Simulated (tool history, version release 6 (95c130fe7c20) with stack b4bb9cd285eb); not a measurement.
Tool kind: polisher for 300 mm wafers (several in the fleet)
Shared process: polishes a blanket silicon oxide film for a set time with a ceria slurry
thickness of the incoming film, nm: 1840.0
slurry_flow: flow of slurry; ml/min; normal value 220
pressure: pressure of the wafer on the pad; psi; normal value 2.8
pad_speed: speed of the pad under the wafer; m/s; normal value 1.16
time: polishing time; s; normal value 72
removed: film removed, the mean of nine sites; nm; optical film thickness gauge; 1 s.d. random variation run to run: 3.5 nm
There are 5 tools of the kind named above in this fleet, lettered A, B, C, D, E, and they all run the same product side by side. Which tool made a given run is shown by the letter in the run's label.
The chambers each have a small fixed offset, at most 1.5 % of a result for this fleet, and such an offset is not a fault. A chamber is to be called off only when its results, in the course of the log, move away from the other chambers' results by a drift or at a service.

Run 1B, day 0.467: usual settings. Result: removed 361.41 nm.
Run 2E, day 0.871: usual settings. Result: removed 365.75 nm.
Run 3A, day 1.200: usual settings. Result: removed 359.95 nm.
At day 1.242: chamber D: worn pad replaced by a new one.
Run 4C, day 1.704: usual settings. Result: removed 366.15 nm.
Run 5D, day 2.000: usual settings. Result: removed 365.14 nm.
Run 6E, day 2.325: usual settings but slurry_flow 260 ml/min. Result: removed 373.90 nm.
At day 2.504: chamber E: worn pad replaced by a new one.
Run 7C, day 2.592: usual settings but slurry_flow 260 ml/min. Result: removed 378.89 nm.
At day 2.708: chamber B: worn pad replaced by a new one.
At day 2.733: chamber A: worn pad replaced by a new one.
At day 2.833: chamber C: worn pad replaced by a new one.
Run 8A, day 3.004: usual settings but slurry_flow 260 ml/min. Result: removed 367.05 nm.
Run 9D, day 3.246: usual settings but slurry_flow 260 ml/min. Result: removed 370.84 nm.
Run 10B, day 3.496: usual settings but slurry_flow 260 ml/min. Result: removed 375.95 nm.
Run 11A, day 3.800: usual settings. Result: removed 365.19 nm.
Run 12D, day 4.246: usual settings. Result: removed 363.34 nm.
At day 4.429: chamber B: head pressure recalibrated.
At day 4.508: chamber A: slurry nozzle cleaned.
At day 4.579: chamber D: head pressure recalibrated.
Run 13E, day 4.738: usual settings. Result: removed 367.22 nm.
Run 14C, day 5.092: usual settings. Result: removed 369.72 nm.
Run 15B, day 5.500: usual settings. Result: removed 370.55 nm.
At day 5.812: chamber E: worn pad replaced by a new one.
Run 16E, day 5.812: usual settings. Result: removed 368.43 nm.
At day 5.842: chamber B: worn pad replaced by a new one.
At day 5.858: chamber C: slurry nozzle cleaned.
At day 5.946: chamber D: worn pad replaced by a new one.
Run 17A, day 6.046: usual settings. Result: removed 375.70 nm.
Run 18B, day 6.438: usual settings but pressure 2.4 psi, pad_speed 1.50 m/s. Result: removed 395.03 nm.
At day 6.475: chamber C: worn pad replaced by a new one.
At day 6.579: chamber A: worn pad replaced by a new one.
Run 19D, day 6.771: usual settings but pressure 2.4 psi, pad_speed 1.50 m/s. Result: removed 356.69 nm.
At day 7.042: chamber E: slurry nozzle cleaned.
Run 20C, day 7.117: usual settings but pressure 2.4 psi, pad_speed 1.50 m/s. Result: removed 404.86 nm.
Run 21A, day 7.558: usual settings but pressure 2.4 psi, pad_speed 1.50 m/s. Result: removed 399.18 nm.
At day 8.000: chamber D: slurry nozzle cleaned.
Run 22D, day 8.000: usual settings but pressure 2.4 psi, pad_speed 1.50 m/s. Result: removed 367.05 nm.
Run 23E, day 8.275: usual settings. Result: removed 364.84 nm.
Run 24B, day 8.638: usual settings. Result: removed 362.88 nm.
Run 25C, day 8.975: usual settings but slurry_flow 165 ml/min. Result: removed 353.95 nm.
At day 9.138: chamber E: worn pad replaced by a new one.
At day 9.246: chamber B: worn pad replaced by a new one.
Run 26B, day 9.304: usual settings but slurry_flow 165 ml/min. Result: removed 348.90 nm.
At day 9.338: chamber C: worn pad replaced by a new one.
Run 27A, day 9.738: usual settings but slurry_flow 165 ml/min. Result: removed 350.19 nm.
Run 28D, day 10.233: usual settings but slurry_flow 165 ml/min. Result: removed 315.30 nm.
At day 10.483: chamber A: worn pad replaced by a new one.
Run 29C, day 10.525: usual settings but slurry_flow 165 ml/min. Result: removed 359.98 nm.
At day 10.654: chamber D: worn pad replaced by a new one.
Run 30E, day 10.804: usual settings. Result: removed 369.26 nm.
Run 31B, day 11.217: usual settings. Result: removed 362.14 nm.
Run 32D, day 11.504: usual settings but slurry_flow 265 ml/min, time 61 s. Result: removed 285.87 nm.
Run 33C, day 11.825: usual settings but slurry_flow 265 ml/min, time 61 s. Result: removed 312.54 nm.
Run 34A, day 12.112: usual settings but slurry_flow 265 ml/min, time 61 s. Result: removed 311.42 nm.
At day 12.308: chamber E: head pressure recalibrated.
Run 35E, day 12.442: usual settings but slurry_flow 265 ml/min, time 61 s. Result: removed 314.15 nm.
At day 12.529: chamber C: worn pad replaced by a new one.
Run 36C, day 12.742: usual settings but slurry_flow 265 ml/min, time 61 s. Result: removed 314.78 nm.

The same settings go to every chamber for the next run, one line per chamber below. Forecast the results for each:
Run 37A, day 13.117: usual settings but pressure 3.2 psi. Result: removed ?.
Run 37B, day 13.117: usual settings but pressure 3.2 psi. Result: removed ?.
Run 37C, day 13.117: usual settings but pressure 3.2 psi. Result: removed ?.
Run 37D, day 13.117: usual settings but pressure 3.2 psi. Result: removed ?.
Run 37E, day 13.117: usual settings but pressure 3.2 psi. Result: removed ?.

run  removed
37A   423.31
37B   421.33
37C   417.21
37D   375.21
37E   419.77
